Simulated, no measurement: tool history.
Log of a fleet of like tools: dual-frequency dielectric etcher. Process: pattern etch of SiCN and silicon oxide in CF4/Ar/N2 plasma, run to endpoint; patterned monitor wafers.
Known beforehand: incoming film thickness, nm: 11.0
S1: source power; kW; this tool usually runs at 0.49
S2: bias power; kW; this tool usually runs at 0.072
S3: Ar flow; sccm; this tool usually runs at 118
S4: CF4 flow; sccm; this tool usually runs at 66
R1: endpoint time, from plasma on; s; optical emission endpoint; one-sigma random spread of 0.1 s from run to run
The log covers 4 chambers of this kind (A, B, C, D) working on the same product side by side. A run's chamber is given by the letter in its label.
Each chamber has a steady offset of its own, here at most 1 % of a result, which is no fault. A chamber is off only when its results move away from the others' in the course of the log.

run 1B hour=6.6 | S1=0.49 S2=0.072 S3=118 S4=66 | R1=12.193
run 2C hour=21.3 | S1=0.49 S2=0.072 S3=118 S4=66 | R1=12.268
run 3D hour=33.1 | S1=0.49 S2=0.072 S3=118 S4=66 | R1=12.191
run 4A hour=46.2 | S1=0.49 S2=0.072 S3=118 S4=66 | R1=12.266
run 5C hour=58.2 | S1=0.49 S2=0.072 S3=118 S4=66 | R1=12.236
run 6D hour=71.2 | S1=0.49 S2=0.072 S3=118 S4=66 | R1=12.159
run 7B hour=82.7 | S1=0.38 S2=0.061 S3=118 S4=66 | R1=16.129
run 8A hour=90.1 | S1=0.38 S2=0.061 S3=118 S4=66 | R1=16.26
run 9C hour=98.3 | S1=0.38 S2=0.061 S3=118 S4=66 | R1=16.449
run 10A hour=109.8 | S1=0.38 S2=0.061 S3=118 S4=66 | R1=16.323
run 11D hour=117.8 | S1=0.49 S2=0.072 S3=118 S4=66 | R1=12.204
run 12B hour=125.8 | S1=0.49 S2=0.072 S3=118 S4=66 | R1=12.2
-- hour=135.3 chamber C: wet clean of the chamber
run 13A hour=135.5 | S1=0.49 S2=0.066 S3=106 S4=66 | R1=12.45
run 14B hour=147.6 | S1=0.49 S2=0.066 S3=106 S4=66 | R1=12.299
run 15C hour=161.3 | S1=0.49 S2=0.066 S3=106 S4=66 | R1=12.558
run 16D hour=171.6 | S1=0.49 S2=0.066 S3=106 S4=66 | R1=12.693
run 17C hour=178.2 | S1=0.41 S2=0.055 S3=118 S4=66 | R1=15.807
run 18A hour=186.2 | S1=0.41 S2=0.055 S3=118 S4=66 | R1=15.761
-- hour=187.6 chamber A: wet clean of the chamber
run 19D hour=196.9 | S1=0.41 S2=0.055 S3=118 S4=66 | R1=15.737
run 20B hour=211.6 | S1=0.41 S2=0.055 S3=118 S4=66 | R1=15.761
run 21D hour=220.9 | S1=0.49 S2=0.072 S3=118 S4=66 | R1=12.368
run 22B hour=228.2 | S1=0.49 S2=0.072 S3=118 S4=66 | R1=12.195
run 23A hour=237.8 | S1=0.49 S2=0.072 S3=118 S4=66 | R1=12.298
run 24C hour=244.8 | S1=0.49 S2=0.055 S3=118 S4=66 | R1=13.333
run 25D hour=256.7 | S1=0.49 S2=0.055 S3=118 S4=66 | R1=13.686
run 26B hour=269.4 | S1=0.49 S2=0.055 S3=118 S4=66 | R1=13.394
run 27C hour=278.5 | S1=0.49 S2=0.055 S3=118 S4=66 | R1=13.492
run 28A hour=292.3 | S1=0.49 S2=0.072 S3=118 S4=66 | R1=12.331
run 29A hour=299.4 | S1=0.49 S2=0.072 S3=118 S4=80 | R1=11.822
run 30C hour=311.2 | S1=0.49 S2=0.072 S3=118 S4=80 | R1=11.811
run 31B hour=319.8 | S1=0.49 S2=0.072 S3=118 S4=80 | R1=11.746
run 32D hour=330.8 | S1=0.49 S2=0.072 S3=118 S4=80 | R1=12.405
-- hour=336.8 chamber D: wet clean of the chamber
run 33C hour=338.3 | S1=0.49 S2=0.072 S3=118 S4=66 | R1=12.3
run 34A hour=347.3 | S1=0.49 S2=0.072 S3=118 S4=66 | R1=12.441
run 35D hour=359.4 | S1=0.49 S2=0.072 S3=118 S4=66 | R1=12.62
run 36B hour=367.3 | S1=0.49 S2=0.072 S3=118 S4=66 | R1=12.289
run 37D hour=376 | S1=0.49 S2=0.072 S3=118 S4=66 | R1=12.754
run 38A hour=384.5 | S1=0.49 S2=0.072 S3=118 S4=66 | R1=12.177
run 39B hour=394.9 | S1=0.49 S2=0.072 S3=118 S4=66 | R1=12.319
run 40C hour=407.8 | S1=0.49 S2=0.072 S3=118 S4=66 | R1=12.421
run 41D hour=415.7 | S1=0.49 S2=0.072 S3=118 S4=66 | R1=12.76
run 42A hour=428.8 | S1=0.49 S2=0.072 S3=132 S4=55 | R1=12.817
run 43C hour=436.3 | S1=0.49 S2=0.072 S3=132 S4=55 | R1=12.798

For the next run the whole fleet of 4 chambers uses the same settings. Give each chamber's results:
run 44A hour=447 | S1=0.49 S2=0.072 S3=118 S4=66 | R1=?
run 44B hour=447 | S1=0.49 S2=0.072 S3=118 S4=66 | R1=?
run 44C hour=447 | S1=0.49 S2=0.072 S3=118 S4=66 | R1=?
run 44D hour=447 | S1=0.49 S2=0.072 S3=118 S4=66 | R1=?

run=44A R1=12.35
run=44B R1=12.325
run=44C R1=12.199
run=44D R1=12.836
